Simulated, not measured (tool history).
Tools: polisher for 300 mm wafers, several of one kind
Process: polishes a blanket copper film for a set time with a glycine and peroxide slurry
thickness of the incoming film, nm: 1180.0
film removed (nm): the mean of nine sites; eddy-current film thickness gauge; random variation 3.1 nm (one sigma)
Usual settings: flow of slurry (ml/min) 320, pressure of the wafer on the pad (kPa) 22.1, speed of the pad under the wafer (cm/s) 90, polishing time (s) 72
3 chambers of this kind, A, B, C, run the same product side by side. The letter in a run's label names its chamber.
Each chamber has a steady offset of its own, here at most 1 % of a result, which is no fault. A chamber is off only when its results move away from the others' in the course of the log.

run,day,flow of slurry (ml/min),pressure of the wafer on the pad (kPa),speed of the pad under the wafer (cm/s),polishing time (s),film removed (nm)
# day 0.108: chamber A: worn pad replaced by a new one
1B,0.429,320,22.1,90,72,427.07
# day 0.658: chamber C: worn pad replaced by a new one
2A,0.671,320,22.1,90,72,430.06
3C,0.912,320,22.1,90,72,439.67
4B,1.183,320,22.1,90,72,430.81
5A,1.408,320,22.1,70,72,354.80
# day 1.567: chamber B: worn pad replaced by a new one
6C,1.692,320,22.1,70,72,353.63
7A,1.929,320,22.1,70,72,353.93
# day 2.021: chamber B: slurry nozzle cleaned
8C,2.388,320,22.1,90,72,437.97
9B,2.733,320,22.1,90,72,434.07
# day 2.871: chamber A: worn pad replaced by a new one
10C,3.038,320,22.1,90,72,439.27
# day 3.100: chamber C: worn pad replaced by a new one
11B,3.333,320,22.1,90,72,429.89
12A,3.796,320,22.1,90,72,428.44
13C,4.000,320,24.1,74,72,399.26
14A,4.333,320,24.1,74,72,396.43
# day 4.558: chamber B: worn pad replaced by a new one
15B,4.612,320,24.1,74,72,393.08
16C,4.938,320,22.1,90,72,439.47
17B,5.279,320,22.1,102,72,484.03
# day 5.288: chamber C: worn pad replaced by a new one
18A,5.538,320,22.1,102,72,482.97
# day 5.604: chamber A: worn pad replaced by a new one
19B,5.788,320,22.1,102,72,474.24
20C,6.088,320,22.1,90,72,434.17
21A,6.412,320,22.1,90,72,434.68

What goes on in this fleet: one chamber off, a drifting gauge, or nothing beyond the chambers' own small offsets? Name the chamber and the cause, if any.

No chamber stands off beyond its own small offset, and the gauge holds steady.
